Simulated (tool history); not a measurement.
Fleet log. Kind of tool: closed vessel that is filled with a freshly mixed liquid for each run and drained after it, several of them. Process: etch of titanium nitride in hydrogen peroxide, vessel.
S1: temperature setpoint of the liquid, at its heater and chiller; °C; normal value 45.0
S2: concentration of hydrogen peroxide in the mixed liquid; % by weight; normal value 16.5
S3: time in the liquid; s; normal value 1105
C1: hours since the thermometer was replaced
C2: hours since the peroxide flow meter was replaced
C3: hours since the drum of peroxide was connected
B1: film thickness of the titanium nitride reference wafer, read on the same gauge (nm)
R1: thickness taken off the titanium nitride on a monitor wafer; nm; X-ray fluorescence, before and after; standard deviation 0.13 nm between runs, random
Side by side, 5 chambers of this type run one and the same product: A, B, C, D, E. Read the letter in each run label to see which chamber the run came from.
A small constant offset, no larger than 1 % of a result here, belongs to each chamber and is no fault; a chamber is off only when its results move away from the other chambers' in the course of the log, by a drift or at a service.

Run 1E, hour 3.4: usual settings; C1 1636.4; C2 624.7; C3 1060.9; B1 69.993. Result: R1 41.612 nm.
Run 2B, hour 6.3: usual settings; C1 138.1; C2 756.7; C3 430.7; B1 70.011. Result: R1 41.561 nm.
Run 3A, hour 10.5: usual settings; C1 147.5; C2 402.6; C3 337.1; B1 69.971. Result: R1 41.912 nm.
Run 4D, hour 14.8: usual settings; C1 44.6; C2 265.4; C3 378.7; B1 69.994. Result: R1 41.202 nm.
Run 5C, hour 18.8: usual settings; C1 225.2; C2 68.9; C3 31.8; B1 70.023. Result: R1 41.472 nm.
Run 6D, hour 21.7: usual settings but S1 41.0 °C; C1 51.5; C2 272.3; C3 385.6; B1 70.019. Result: R1 30.374 nm.
Run 7E, hour 25.5: usual settings but S1 41.0 °C; C1 1658.5; C2 646.8; C3 1083.0; B1 70.006. Result: R1 30.847 nm.
Run 8A, hour 29.9: usual settings but S1 41.0 °C; C1 166.9; C2 422.0; C3 356.5; B1 70.016. Result: R1 30.676 nm.
At hour 34.0: chamber B: new drum of peroxide connected.
Run 9C, hour 34.0: usual settings but S1 41.0 °C; C1 240.4; C2 84.1; C3 47.0; B1 70.006. Result: R1 30.371 nm.
Run 10B, hour 38.7: usual settings but S1 41.0 °C; C1 170.5; C2 789.1; C3 4.8; B1 70.040. Result: R1 30.504 nm.
Run 11D, hour 42.3: usual settings; C1 72.1; C2 292.9; C3 406.2; B1 70.004. Result: R1 41.365 nm.
Run 12E, hour 46.8: usual settings; C1 1679.8; C2 668.1; C3 1104.3; B1 69.986. Result: R1 41.669 nm.
Run 13C, hour 49.4: usual settings; C1 255.8; C2 99.5; C3 62.4; B1 70.036. Result: R1 41.204 nm.
Run 14B, hour 52.1: usual settings; C1 183.9; C2 802.5; C3 18.2; B1 69.919. Result: R1 41.631 nm.
Run 15A, hour 57.0: usual settings; C1 194.0; C2 449.1; C3 383.6; B1 69.987. Result: R1 41.754 nm.
Run 16A, hour 60.6: usual settings but S1 51.0 °C; C1 197.6; C2 452.7; C3 387.2; B1 70.028. Result: R1 65.406 nm.
Run 17E, hour 64.7: usual settings but S1 51.0 °C; C1 1697.7; C2 686.0; C3 1122.2; B1 69.963. Result: R1 64.449 nm.
Run 18C, hour 67.1: usual settings but S1 51.0 °C; C1 273.5; C2 117.2; C3 80.1; B1 69.980. Result: R1 63.681 nm.
Run 19D, hour 69.2: usual settings but S1 51.0 °C; C1 99.0; C2 319.8; C3 433.1; B1 69.999. Result: R1 64.420 nm.
Run 20B, hour 72.6: usual settings but S1 51.0 °C; C1 204.4; C2 823.0; C3 38.7; B1 70.028. Result: R1 64.724 nm.
Run 21C, hour 74.9: usual settings; C1 281.3; C2 125.0; C3 87.9; B1 70.007. Result: R1 40.907 nm.
Run 22B, hour 79.3: usual settings; C1 211.1; C2 829.7; C3 45.4; B1 70.083. Result: R1 41.236 nm.
Run 23A, hour 81.7: usual settings; C1 218.7; C2 473.8; C3 408.3; B1 70.020. Result: R1 41.635 nm.
Run 24E, hour 85.4: usual settings but S1 49.5 °C; C1 1718.4; C2 706.7; C3 1142.9; B1 69.979. Result: R1 57.729 nm.
Run 25D, hour 87.9: usual settings but S1 49.5 °C; C1 117.7; C2 338.5; C3 451.8; B1 70.042. Result: R1 57.644 nm.
Run 26E, hour 90.5: usual settings but S1 49.5 °C; C1 1723.5; C2 711.8; C3 1148.0; B1 69.957. Result: R1 57.627 nm.
Run 27A, hour 92.7: usual settings but S1 49.5 °C; C1 229.7; C2 484.8; C3 419.3; B1 70.039. Result: R1 58.311 nm.
Run 28B, hour 96.9: usual settings but S1 49.5 °C; C1 228.7; C2 847.3; C3 63.0; B1 70.037. Result: R1 57.625 nm.
Run 29C, hour 100.6: usual settings; C1 307.0; C2 150.7; C3 113.6; B1 69.941. Result: R1 40.411 nm.
Run 30D, hour 105.1: usual settings; C1 134.9; C2 355.7; C3 469.0; B1 69.969. Result: R1 41.534 nm.
Run 31B, hour 107.3: usual settings; C1 239.1; C2 857.7; C3 73.4; B1 69.967. Result: R1 41.613 nm.
Run 32A, hour 110.3: usual settings; C1 247.3; C2 502.4; C3 436.9; B1 70.002. Result: R1 41.788 nm.
Run 33D, hour 112.9: usual settings; C1 142.7; C2 363.5; C3 476.8; B1 69.991. Result: R1 41.679 nm.
Run 34C, hour 116.8: usual settings; C1 323.2; C2 166.9; C3 129.8; B1 70.015. Result: R1 40.131 nm.
Run 35E, hour 121.2: usual settings; C1 1754.2; C2 742.5; C3 1178.7; B1 70.018. Result: R1 41.383 nm.
Run 36D, hour 124.3: usual settings but S1 54.0 °C, S3 1355 s; C1 154.1; C2 374.9; C3 488.2; B1 69.944. Result: R1 97.979 nm.

Does one chamber stand apart from the rest, does the shared gauge drift, or is all well apart from small per-chamber offsets? Give the chamber and the most likely cause, where there is one.

It is chamber C that slowly wanders off from its peers.
What lies behind it: liquid colder than its thermometer reads (K) = 0.425.
The log might look much the same if the cause were instead: peroxide flow below the setpoint (%).

Which of the 4 candidates below, each the usual settings with something changed and its results left as question marks, puts chamber C back in line with what the other chambers give on the usual settings?
Allowed miss from the other chambers' usual-settings mean, per result, to count as in line: R1 0.440 nm
Run 37C-1, hour 127.8: usual settings but S2 19.5 % by weight. Result: R1 ?.
Run 37C-2, hour 127.8: usual settings but S3 1120 s. Result: R1 ?.
Run 37C-3, hour 127.8: usual settings but S1 44.5 °C. Result: R1 ?.
Run 37C-4, hour 127.8: usual settings but S3 1085 s. Result: R1 ?.

Mean of the other chambers on the usual settings: R1 41.520 nm
  run      R1
37C-1  41.552
37C-2  40.628
37C-3  38.612
37C-4  39.358
37C-1 is the one that brings the chamber's results back in line with the other chambers.
